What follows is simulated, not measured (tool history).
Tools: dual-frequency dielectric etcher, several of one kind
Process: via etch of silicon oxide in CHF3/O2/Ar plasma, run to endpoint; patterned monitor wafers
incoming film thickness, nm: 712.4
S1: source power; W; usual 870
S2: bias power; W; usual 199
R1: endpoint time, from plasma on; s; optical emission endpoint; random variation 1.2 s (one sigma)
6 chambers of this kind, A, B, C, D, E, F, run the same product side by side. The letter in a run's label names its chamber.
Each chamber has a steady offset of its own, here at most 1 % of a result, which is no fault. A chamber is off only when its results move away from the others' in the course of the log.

run	hour	S1	S2	R1
1C	8.5	870	199	302.67
2D	14.2	870	199	301.86
3A	22.8	870	199	302.05
# hour 24.4: chamber C: wet clean of the chamber
4B	30.8	870	199	302.66
5E	36.5	870	199	303.12
# hour 41.2: chamber F: wet clean of the chamber
6F	41.8	870	199	302.64
7F	48.3	870	199	303.78
8D	53.8	870	199	300.19
9C	59.1	870	199	302.29
10A	67.0	870	199	301.89
11E	73.6	1030	220	274.98
12B	78.2	1030	220	273.71
# hour 83.4: chamber A: wet clean of the chamber
13B	84.1	1030	220	273.17
14E	89.0	1030	220	274.71
# hour 91.5: chamber B: wet clean of the chamber
15F	96.3	1030	220	274.75
16C	101.4	1030	220	274.37
17D	105.6	870	199	302.56
18A	113.6	870	199	304.02
19F	121.8	870	199	303.25
20B	127.6	870	199	300.96
21D	136.2	770	237	301.37
22A	144.6	770	237	299.58
23E	149.8	770	237	298.91
24C	154.2	770	237	297.64
25C	162.3	770	237	295.69
26B	166.9	770	237	297.70
27E	175.3	870	199	302.07
28D	181.9	870	199	302.15
29F	188.3	870	199	303.05
30A	196.9	870	199	302.76
31B	201.4	870	199	301.19
# hour 209.4: chamber F: source power generator calibrated
32D	209.5	870	199	301.93
33E	216.9	870	199	301.40
34C	223.3	870	199	302.36
35A	229.5	870	199	300.75
36F	237.0	870	199	304.26

Is one chamber off against the others, does the gauge drift, or is nothing wrong? If a chamber is off, say which, and what the likeliest cause is.

No chamber stands off beyond its own small offset, and the gauge holds steady.

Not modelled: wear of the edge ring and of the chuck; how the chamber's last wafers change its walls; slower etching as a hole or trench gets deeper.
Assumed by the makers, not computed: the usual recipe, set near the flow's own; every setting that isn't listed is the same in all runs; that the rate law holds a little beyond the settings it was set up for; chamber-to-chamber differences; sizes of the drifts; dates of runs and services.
